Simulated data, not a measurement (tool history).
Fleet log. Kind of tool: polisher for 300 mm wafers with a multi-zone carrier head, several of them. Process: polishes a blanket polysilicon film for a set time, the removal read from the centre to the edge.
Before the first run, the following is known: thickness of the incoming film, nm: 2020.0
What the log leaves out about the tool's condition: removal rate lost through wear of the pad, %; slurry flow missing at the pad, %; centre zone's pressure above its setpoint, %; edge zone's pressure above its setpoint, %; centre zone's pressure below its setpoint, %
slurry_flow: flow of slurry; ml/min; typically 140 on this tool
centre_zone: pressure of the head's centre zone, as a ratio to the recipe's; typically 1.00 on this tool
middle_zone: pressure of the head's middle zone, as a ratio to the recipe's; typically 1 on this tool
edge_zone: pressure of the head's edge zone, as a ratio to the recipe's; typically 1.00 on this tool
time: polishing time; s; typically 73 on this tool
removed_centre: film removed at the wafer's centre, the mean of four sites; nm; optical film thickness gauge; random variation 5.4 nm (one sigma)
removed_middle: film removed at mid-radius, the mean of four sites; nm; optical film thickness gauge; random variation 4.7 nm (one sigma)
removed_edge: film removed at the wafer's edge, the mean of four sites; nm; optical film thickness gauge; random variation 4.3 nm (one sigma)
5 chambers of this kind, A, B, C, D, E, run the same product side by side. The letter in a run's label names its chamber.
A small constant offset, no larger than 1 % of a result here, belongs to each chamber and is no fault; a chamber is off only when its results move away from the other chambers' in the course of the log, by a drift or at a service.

| run | hour | slurry_flow | centre_zone | middle_zone | edge_zone | time | wafers polished on this pad | hours since the slurry nozzle was cleaned | hours since the centre zone pressure was calibrated | hours since the edge zone pressure was calibrated | removed_centre | removed_middle | removed_edge |
|---|---|---|---|---|---|---|---|---|---|---|---|---|---|
| 1B | 3.4 | 140 | 1.00 | 1 | 1.00 | 73 | 1023 | 295.5 | 837.8 | 42.2 | 423.44 | 415.37 | 411.98 |
| 2C | 6.2 | 140 | 1.00 | 1 | 1.00 | 73 | 835 | 530.1 | 433.2 | 102.7 | 408.01 | 404.91 | 413.88 |
| 3A | 10.1 | 140 | 1.00 | 1 | 1.00 | 73 | 133 | 239.6 | 532.8 | 1131.3 | 413.84 | 404.47 | 407.50 |
|  | 12.3 | chamber D: worn pad replaced by a new one |
| 4E | 12.3 | 140 | 1.00 | 1 | 1.00 | 73 | 766 | 218.7 | 532.0 | 306.5 | 414.27 | 406.86 | 412.92 |
| 5D | 16.8 | 170 | 1.00 | 1 | 1.00 | 56 | 28 | 160.4 | 452.4 | 228.8 | 330.86 | 332.10 | 326.26 |
| 6D | 19.7 | 170 | 1.00 | 1 | 1.00 | 56 | 46 | 163.3 | 455.3 | 231.7 | 331.09 | 331.89 | 326.73 |
| 7A | 24.3 | 170 | 1.00 | 1 | 1.00 | 56 | 221 | 253.8 | 547.0 | 1145.5 | 327.66 | 327.89 | 321.76 |
| 8B | 28.6 | 170 | 1.00 | 1 | 1.00 | 56 | 1178 | 320.7 | 863.0 | 67.4 | 337.37 | 323.75 | 326.57 |
| 9E | 31.4 | 170 | 1.00 | 1 | 1.00 | 56 | 884 | 237.8 | 551.1 | 325.6 | 331.20 | 326.85 | 321.78 |
| 10C | 36.4 | 165 | 1.07 | 1 | 1.00 | 73 | 1021 | 560.3 | 463.4 | 132.9 | 453.40 | 429.94 | 413.95 |
| 11D | 40.6 | 165 | 1.07 | 1 | 1.00 | 73 | 175 | 184.2 | 476.2 | 252.6 | 459.81 | 420.06 | 414.95 |
| 12A | 44.4 | 165 | 1.07 | 1 | 1.00 | 73 | 345 | 273.9 | 567.1 | 1165.6 | 458.29 | 412.25 | 423.55 |
| 13B | 47.6 | 165 | 1.07 | 1 | 1.00 | 73 | 1296 | 339.7 | 882.0 | 86.4 | 452.95 | 426.84 | 414.66 |
| 14C | 51.0 | 165 | 1.07 | 1 | 1.00 | 73 | 1111 | 574.9 | 478.0 | 147.5 | 461.46 | 423.81 | 417.08 |
| 15E | 53.5 | 140 | 1.00 | 1 | 1.00 | 73 | 1020 | 259.9 | 573.2 | 347.7 | 405.59 | 404.18 | 411.53 |
| 16B | 58.0 | 140 | 1.00 | 1 | 1.00 | 73 | 1360 | 350.1 | 892.4 | 96.8 | 417.18 | 411.31 | 413.17 |
| 17E | 60.6 | 140 | 1.00 | 1 | 1.00 | 73 | 1064 | 267.0 | 580.3 | 354.8 | 417.46 | 409.67 | 417.91 |
| 18D | 62.9 | 140 | 1.00 | 1 | 1.00 | 73 | 313 | 206.5 | 498.5 | 274.9 | 411.36 | 416.30 | 408.53 |
| 19A | 67.5 | 140 | 1.00 | 1 | 1.00 | 73 | 488 | 297.0 | 590.2 | 1188.7 | 407.38 | 410.03 | 406.83 |
|  | 70.5 | chamber B: worn pad replaced by a new one |
| 20C | 71.1 | 140 | 1.00 | 1 | 1.00 | 73 | 1235 | 595.0 | 498.1 | 167.6 | 398.27 | 410.71 | 406.51 |
|  | 72.8 | chamber C: slurry nozzle cleaned |
| 21C | 73.7 | 140 | 1.00 | 1 | 1.00 | 73 | 1252 | 1.0 | 500.7 | 170.2 | 409.60 | 406.46 | 403.45 |
| 22E | 76.3 | 140 | 1.00 | 1 | 1.00 | 73 | 1161 | 282.7 | 596.0 | 370.5 | 414.20 | 408.98 | 403.46 |
| 23B | 79.9 | 140 | 1.00 | 1 | 1.00 | 73 | 58 | 372.0 | 914.3 | 118.7 | 420.56 | 413.12 | 411.92 |
| 24A | 84.0 | 100 | 1.00 | 1 | 0.92 | 73 | 590 | 313.5 | 606.7 | 1205.2 | 382.68 | 364.89 | 363.84 |
| 25D | 88.7 | 100 | 1.00 | 1 | 0.92 | 73 | 472 | 232.3 | 524.3 | 300.7 | 364.15 | 378.55 | 370.60 |
|  | 89.3 | chamber C: worn pad replaced by a new one |
| 26A | 92.4 | 100 | 1.00 | 1 | 0.92 | 73 | 642 | 321.9 | 615.1 | 1213.6 | 375.08 | 368.98 | 367.30 |
|  | 93.3 | chamber E: worn pad replaced by a new one |
|  | 94.7 | chamber D: worn pad replaced by a new one |
| 27C | 95.1 | 100 | 1.00 | 1 | 0.92 | 73 | 35 | 22.4 | 522.1 | 191.6 | 372.39 | 377.97 | 374.11 |
| 28E | 99.2 | 100 | 1.00 | 1 | 0.92 | 73 | 36 | 305.6 | 618.9 | 393.4 | 363.94 | 362.93 | 362.27 |
|  | 103.0 | chamber B: centre zone pressure recalibrated |
| 29D | 103.8 | 140 | 1.00 | 1 | 1.00 | 73 | 56 | 247.4 | 539.4 | 315.8 | 406.33 | 420.56 | 412.18 |
|  | 106.2 | chamber E: edge zone pressure recalibrated |
| 30B | 107.1 | 140 | 1.00 | 1 | 1.00 | 73 | 226 | 399.2 | 4.1 | 145.9 | 412.70 | 419.98 | 414.49 |
| 31B | 111.6 | 140 | 1.00 | 1 | 1.00 | 73 | 254 | 403.7 | 8.6 | 150.4 | 415.34 | 407.26 | 413.97 |
| 32C | 115.1 | 140 | 1.00 | 1 | 1.00 | 73 | 159 | 42.4 | 542.1 | 211.6 | 401.53 | 415.57 | 406.51 |
| 33D | 117.3 | 140 | 1.00 | 1 | 1.00 | 73 | 139 | 260.9 | 552.9 | 329.3 | 410.64 | 411.32 | 415.44 |
| 34E | 122.0 | 140 | 1.00 | 1 | 1.00 | 73 | 177 | 328.4 | 641.7 | 15.9 | 387.45 | 390.38 | 393.95 |
| 35A | 125.4 | 140 | 1.00 | 1 | 1.00 | 73 | 846 | 354.9 | 648.1 | 1246.6 | 413.52 | 399.71 | 406.77 |
| 36A | 129.0 | 140 | 1.00 | 1 | 1.06 | 73 | 868 | 358.5 | 651.7 | 1250.2 | 401.06 | 402.56 | 410.89 |
| 37D | 133.8 | 140 | 1.00 | 1 | 1.06 | 73 | 241 | 277.4 | 569.4 | 345.8 | 415.17 | 412.45 | 425.14 |
| 38C | 137.5 | 140 | 1.00 | 1 | 1.06 | 73 | 297 | 64.8 | 564.5 | 234.0 | 418.95 | 411.38 | 424.69 |
| 39B | 139.7 | 140 | 1.00 | 1 | 1.06 | 73 | 427 | 431.8 | 36.7 | 178.5 | 420.76 | 406.90 | 424.24 |
| 40E | 142.7 | 140 | 1.00 | 1 | 1.06 | 73 | 305 | 349.1 | 662.4 | 36.6 | 378.86 | 382.26 | 398.64 |
| 41B | 146.3 | 140 | 1.00 | 1 | 1.00 | 73 | 468 | 438.4 | 43.3 | 185.1 | 414.13 | 410.29 | 408.27 |
| 42E | 148.7 | 140 | 1.00 | 1 | 1.00 | 73 | 342 | 355.1 | 668.4 | 42.6 | 383.91 | 369.87 | 395.18 |

Each of the 5 chambers runs these same settings next. Fill in every chamber's results:
| 43A | 152.3 | 190 | 1.00 | 1 | 1.00 | 73 |  |  |  |  | ? | ? | ? |
| 43B | 152.3 | 190 | 1.00 | 1 | 1.00 | 73 |  |  |  |  | ? | ? | ? |
| 43C | 152.3 | 190 | 1.00 | 1 | 1.00 | 73 |  |  |  |  | ? | ? | ? |
| 43D | 152.3 | 190 | 1.00 | 1 | 1.00 | 73 |  |  |  |  | ? | ? | ? |
| 43E | 152.3 | 190 | 1.00 | 1 | 1.00 | 73 |  |  |  |  | ? | ? | ? |

| run | removed_centre | removed_middle | removed_edge |
|---|---|---|---|
| 43A | 431.51 | 425.24 | 417.68 |
| 43B | 440.70 | 424.22 | 423.43 |
| 43C | 439.03 | 438.61 | 422.09 |
| 43D | 440.43 | 438.87 | 433.23 |
| 43E | 399.81 | 405.34 | 411.27 |
